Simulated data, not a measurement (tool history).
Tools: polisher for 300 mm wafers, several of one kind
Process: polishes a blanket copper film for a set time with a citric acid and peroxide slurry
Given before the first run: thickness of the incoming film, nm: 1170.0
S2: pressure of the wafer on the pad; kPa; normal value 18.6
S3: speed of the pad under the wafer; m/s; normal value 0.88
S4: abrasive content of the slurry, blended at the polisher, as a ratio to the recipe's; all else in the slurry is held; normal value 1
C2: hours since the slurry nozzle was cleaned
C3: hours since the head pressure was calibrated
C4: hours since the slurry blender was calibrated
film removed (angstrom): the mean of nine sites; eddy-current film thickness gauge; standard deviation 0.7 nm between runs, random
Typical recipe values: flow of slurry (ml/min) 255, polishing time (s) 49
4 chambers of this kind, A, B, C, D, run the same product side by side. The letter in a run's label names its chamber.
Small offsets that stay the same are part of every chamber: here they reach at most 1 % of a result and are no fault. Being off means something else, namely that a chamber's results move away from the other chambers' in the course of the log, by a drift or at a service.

At hour 1: chamber D: worn pad replaced by a new one.
Run 1D, hour 4.2: usual settings; wafers polished on this pad 42; C2 427; C3 373.5; C4 149.5. Result: film removed (angstrom) 849.17.
Run 2C, hour 9.6: usual settings; wafers polished on this pad 314; C2 280.8; C3 363.3; C4 30.7. Result: film removed (angstrom) 838.03.
Run 3B, hour 12.4: usual settings; wafers polished on this pad 828; C2 233.9; C3 791.5; C4 198.7. Result: film removed (angstrom) 843.46.
Run 4A, hour 15: usual settings; wafers polished on this pad 665; C2 94.2; C3 776.2; C4 333.9. Result: film removed (angstrom) 842.93.
Run 5C, hour 20: usual settings; wafers polished on this pad 450; C2 291.2; C3 373.7; C4 41.1. Result: film removed (angstrom) 830.02.
At hour 23.9: chamber B: slurry blender recalibrated.
Run 6B, hour 25.4: usual settings; wafers polished on this pad 998; C2 246.9; C3 804.5; C4 1.5. Result: film removed (angstrom) 834.5.
Run 7D, hour 30.2: usual settings; wafers polished on this pad 383; C2 453; C3 399.5; C4 175.5. Result: film removed (angstrom) 848.81.
At hour 31.1: chamber B: worn pad replaced by a new one.
At hour 34.8: chamber D: slurry blender recalibrated.
Run 8A, hour 35.5: usual settings; wafers polished on this pad 934; C2 114.7; C3 796.7; C4 354.4. Result: film removed (angstrom) 839.05.
Run 9B, hour 38.4: usual settings; wafers polished on this pad 95; C2 259.9; C3 817.5; C4 14.5. Result: film removed (angstrom) 845.86.
Run 10D, hour 43.4: usual settings; wafers polished on this pad 556; C2 466.2; C3 412.7; C4 8.7. Result: film removed (angstrom) 840.11.
Run 11C, hour 48.9: usual settings; wafers polished on this pad 828; C2 320.1; C3 402.6; C4 70. Result: film removed (angstrom) 835.3.
Run 12A, hour 52.5: usual settings; wafers polished on this pad 1156; C2 131.7; C3 813.7; C4 371.4. Result: film removed (angstrom) 842.43.
At hour 52.9: chamber D: worn pad replaced by a new one.
At hour 53.9: chamber C: worn pad replaced by a new one.
Run 13D, hour 55.4: usual settings; wafers polished on this pad 32; C2 478.2; C3 424.7; C4 20.7. Result: film removed (angstrom) 861.2.
Run 14C, hour 59.5: usual settings; wafers polished on this pad 73; C2 330.7; C3 413.2; C4 80.6. Result: film removed (angstrom) 826.9.
At hour 62.9: chamber A: worn pad replaced by a new one.
Run 15B, hour 63.3: usual settings; wafers polished on this pad 421; C2 284.8; C3 842.4; C4 39.4. Result: film removed (angstrom) 846.95.
Run 16A, hour 65.9: usual settings but flow of slurry (ml/min) 225, S3 0.74 m/s; wafers polished on this pad 39; C2 145.1; C3 827.1; C4 384.8. Result: film removed (angstrom) 704.23.
Run 17C, hour 70.5: usual settings but flow of slurry (ml/min) 225, S3 0.74 m/s; wafers polished on this pad 217; C2 341.7; C3 424.2; C4 91.6. Result: film removed (angstrom) 700.8.
Run 18D, hour 76: usual settings but flow of slurry (ml/min) 225, S3 0.74 m/s; wafers polished on this pad 302; C2 498.8; C3 445.3; C4 41.3. Result: film removed (angstrom) 708.86.
Run 19B, hour 79.3: usual settings but flow of slurry (ml/min) 225, S3 0.74 m/s; wafers polished on this pad 631; C2 300.8; C3 858.4; C4 55.4. Result: film removed (angstrom) 707.45.
At hour 80.4: chamber A: head pressure recalibrated.
Run 20A, hour 82.7: usual settings; wafers polished on this pad 259; C2 161.9; C3 2.3; C4 401.6. Result: film removed (angstrom) 852.66.
Run 21C, hour 85.5: usual settings; wafers polished on this pad 413; C2 356.7; C3 439.2; C4 106.6. Result: film removed (angstrom) 835.79.
At hour 86.2: chamber D: slurry nozzle cleaned.
Run 22D, hour 90.2: usual settings; wafers polished on this pad 488; C2 4.1; C3 459.5; C4 55.5. Result: film removed (angstrom) 841.08.
Run 23B, hour 92.8: usual settings but S2 22.1 kPa, S3 0.64 m/s; wafers polished on this pad 807; C2 314.3; C3 871.9; C4 68.9. Result: film removed (angstrom) 716.55.
Run 24A, hour 95.7: usual settings but S2 22.1 kPa, S3 0.64 m/s; wafers polished on this pad 429; C2 174.9; C3 15.3; C4 414.6. Result: film removed (angstrom) 722.49.
Run 25D, hour 101.1: usual settings but S2 22.1 kPa, S3 0.64 m/s; wafers polished on this pad 631; C2 15; C3 470.4; C4 66.4. Result: film removed (angstrom) 734.37.
Run 26B, hour 104.1: usual settings but S2 22.1 kPa, S3 0.64 m/s; wafers polished on this pad 955; C2 325.6; C3 883.2; C4 80.2. Result: film removed (angstrom) 724.6.
Run 27C, hour 109.4: usual settings; wafers polished on this pad 726; C2 380.6; C3 463.1; C4 130.5. Result: film removed (angstrom) 827.52.

One chamber off, gauge drift, or nothing amiss beyond the chambers' own small offsets? If it is a chamber, which one, and what is the likeliest cause?

Beyond each chamber's small constant offset nothing stands out, and the gauge stays steady.

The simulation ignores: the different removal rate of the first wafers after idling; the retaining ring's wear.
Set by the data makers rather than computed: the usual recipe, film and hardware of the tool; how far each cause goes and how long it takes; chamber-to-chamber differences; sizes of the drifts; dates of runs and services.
